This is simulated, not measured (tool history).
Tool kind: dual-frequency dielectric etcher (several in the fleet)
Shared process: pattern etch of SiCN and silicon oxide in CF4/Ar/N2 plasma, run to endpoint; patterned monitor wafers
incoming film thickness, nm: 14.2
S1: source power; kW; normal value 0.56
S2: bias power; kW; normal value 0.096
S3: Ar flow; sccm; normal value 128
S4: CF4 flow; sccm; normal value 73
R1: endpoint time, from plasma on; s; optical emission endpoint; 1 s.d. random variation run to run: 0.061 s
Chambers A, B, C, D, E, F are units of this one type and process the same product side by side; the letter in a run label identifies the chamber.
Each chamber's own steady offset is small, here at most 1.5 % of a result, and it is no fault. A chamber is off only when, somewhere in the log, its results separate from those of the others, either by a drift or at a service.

run	hour	S1	S2	S3	S4	R1
1B	6.2	0.56	0.096	128	73	12.886
# hour 7.2: chamber A: bias power generator calibrated
2E	11.9	0.56	0.096	128	73	12.761
3A	22	0.56	0.096	128	73	12.622
4D	28.7	0.56	0.096	128	73	12.574
5F	37.7	0.48	0.077	128	73	15.783
6C	44.8	0.48	0.077	128	73	15.799
7B	50.1	0.48	0.077	128	73	15.717
8E	58.1	0.48	0.077	128	73	15.644
9F	66.4	0.48	0.077	128	73	15.747
10C	74.5	0.48	0.077	128	73	15.682
# hour 75.2: chamber C: wet clean of the chamber
11D	83.4	0.56	0.096	128	73	12.55
12A	91	0.56	0.096	128	73	12.561
13E	96.9	0.56	0.096	128	73	12.57
# hour 98.2: chamber E: wet clean of the chamber
14B	103.2	0.56	0.096	128	73	12.835
15F	111.2	0.56	0.096	108	86	12.08
16C	117.3	0.56	0.096	108	86	12.155
17A	123.4	0.56	0.096	108	86	11.947
18D	130.9	0.56	0.096	108	86	11.926
19E	138.9	0.56	0.096	108	86	12.103
20A	148.5	0.56	0.096	108	86	12.09
21F	154.1	0.56	0.096	128	73	12.757
22B	159.8	0.56	0.096	128	73	12.799
23D	168.8	0.56	0.096	128	73	12.572
24C	176.3	0.63	0.075	128	73	12.471
25A	182.9	0.63	0.075	128	73	12.442
26E	192.8	0.63	0.075	128	73	12.437
27B	202.9	0.63	0.075	128	73	12.541
28C	209.5	0.63	0.075	128	73	12.452
29D	216	0.63	0.075	128	73	12.399
30F	221	0.56	0.096	128	73	13.091
31A	229.3	0.56	0.096	128	73	12.573
32E	236.5	0.56	0.096	128	73	12.609
33B	246.3	0.56	0.096	128	73	12.838
# hour 255.5: chamber A: wet clean of the chamber
34C	256.1	0.56	0.096	128	73	12.661
# hour 257.5: chamber D: wet clean of the chamber
35D	265.5	0.56	0.096	128	73	12.44
36F	270.9	0.56	0.096	128	73	13.001
37F	278	0.56	0.096	128	73	13.246
38C	286.8	0.56	0.096	128	73	12.677
39D	294.3	0.56	0.096	128	73	12.511
40A	301.7	0.56	0.096	128	73	12.63
41B	307.8	0.56	0.096	128	73	12.856

One chamber off, gauge drift, or nothing amiss beyond the chambers' own small offsets? If it is a chamber, which one, and what is the likeliest cause?

Chamber F drifts away from the others.
Likeliest cause: source power that arrives under what is set, % = 4.38.
The log may not tell that from: etch rate under this chamber's usual, %.

Which of the 4 candidates below, each the usual settings with something changed and its results left as question marks, puts chamber F back in line with what the other chambers give on the usual settings?
Counts as in line when no further than this from what the other chambers average on the usual settings: R1 0.21 s
42F-1	315.1	0.57	0.097	128	73	?
42F-2	315.1	0.53	0.096	128	72	?
42F-3	315.1	0.59	0.096	128	73	?
42F-4	315.1	0.55	0.096	128	73	?

What the other chambers average on the usual settings: R1 12.65 s
run	R1
42F-1	12.995
42F-2	13.936
42F-3	12.652
42F-4	13.461
42F-3 brings the chamber back in line.

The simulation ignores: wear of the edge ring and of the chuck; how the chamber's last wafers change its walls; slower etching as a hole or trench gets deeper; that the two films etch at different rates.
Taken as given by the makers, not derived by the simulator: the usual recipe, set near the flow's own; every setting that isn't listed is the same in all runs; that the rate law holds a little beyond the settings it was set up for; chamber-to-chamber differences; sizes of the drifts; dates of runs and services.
